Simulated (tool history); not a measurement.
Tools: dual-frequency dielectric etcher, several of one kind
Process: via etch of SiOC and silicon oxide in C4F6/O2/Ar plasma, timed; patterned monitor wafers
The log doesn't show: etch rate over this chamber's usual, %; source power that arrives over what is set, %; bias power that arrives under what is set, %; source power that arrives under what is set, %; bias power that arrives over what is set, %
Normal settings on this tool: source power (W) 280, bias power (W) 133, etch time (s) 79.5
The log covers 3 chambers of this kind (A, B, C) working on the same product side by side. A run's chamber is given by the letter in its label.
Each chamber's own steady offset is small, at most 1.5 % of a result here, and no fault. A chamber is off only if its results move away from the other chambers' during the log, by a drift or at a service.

run,hour,source power (W),bias power (W),etch time (s),hours since the last wet clean,hours since the last source power generator calibration,hours since the last bias power generator calibration,"read-back reference wafer on the same gauge, depth_nm",mean etch depth across the wafer (angstrom)
1C,4,280,133,79.5,105.1,926.5,899.6,59.984,700.58
2B,7.1,280,133,79.5,154.5,2820,42.7,59.989,703.54
3A,11.4,280,133,79.5,594.4,1284.7,3269.8,59.95,709.04
4C,14.6,280,133,79.5,115.7,937.1,910.2,59.988,701.83
5A,19.4,280,133,79.5,602.4,1292.7,3277.8,59.975,710.99
6B,23.9,280,133,79.5,171.3,2836.8,59.5,59.95,702.67
7C,28.6,350,133,79.5,129.7,951.1,924.2,59.913,764.14
8A,32.1,350,133,79.5,615.1,1305.4,3290.5,59.934,774.3
9B,37.1,350,133,79.5,184.5,2850,72.7,59.928,766.6
10A,40.3,280,121,62.5,623.3,1313.6,3298.7,59.902,541.32
11C,46,280,121,62.5,147.1,968.5,941.6,59.918,534.87
12B,51.5,280,121,62.5,198.9,2864.4,87.1,59.888,536.92
13C,54.7,280,133,79.5,155.8,977.2,950.3,59.894,701.35
14B,58,280,133,79.5,205.4,2870.9,93.6,59.887,701.69
15A,63.7,280,133,79.5,646.7,1337,3322.1,59.875,709.06
16A,68.8,340,163,79.5,651.8,1342.1,3327.2,59.847,816.8
17C,73.4,340,163,79.5,174.5,995.9,969,59.841,805.69
18B,78.4,340,163,79.5,225.8,2891.3,114,59.827,809.2
19A,83.3,280,133,79.5,666.3,1356.6,3341.7,59.825,709.17
20C,85.9,280,109,60.5,187,1008.4,981.5,59.831,501.56
21B,90.3,280,109,60.5,237.7,2903.2,125.9,59.817,503.15
22C,94.5,280,109,60.5,195.6,1017,990.1,59.783,502.65
# hour 99.8: chamber A: wet clean of the chamber
23A,100.2,280,133,79.5,0.5,1373.5,3358.6,59.813,707.24
24B,103.6,280,133,79.5,251,2916.5,139.2,59.793,702.63
25B,109,280,133,79.5,256.4,2921.9,144.6,59.777,699.9
26A,113.3,320,133,79.5,13.6,1386.6,3371.7,59.768,744.88
27C,117.4,320,133,79.5,218.5,1039.9,1013,59.741,737.7
28B,121.4,320,133,79.5,268.8,2934.3,157,59.757,739.76
29C,126.8,280,133,79.5,227.9,1049.3,1022.4,59.742,699.42
30A,131.1,280,133,79.5,31.4,1404.4,3389.5,59.75,706.82
31B,135.2,280,133,79.5,282.6,2948.1,170.8,59.723,701.59
32C,141.1,280,133,79.5,242.2,1063.6,1036.7,59.737,700.54
33A,145.3,280,133,79.5,45.6,1418.6,3403.7,59.704,704.94
34B,150,280,133,79.5,297.4,2962.9,185.6,59.703,699.99
35A,154.1,280,133,79.5,54.4,1427.4,3412.5,59.712,705.7
36C,158.8,250,108,79.5,259.9,1081.3,1054.4,59.653,627.36

All 3 chambers run these settings next. Forecast each chamber's results:
37A,163,280,133,79.5,,,,,?
37B,163,280,133,79.5,,,,,?
37C,163,280,133,79.5,,,,,?

run,mean etch depth across the wafer (angstrom)
37A,705.29
37B,698.85
37C,698.71
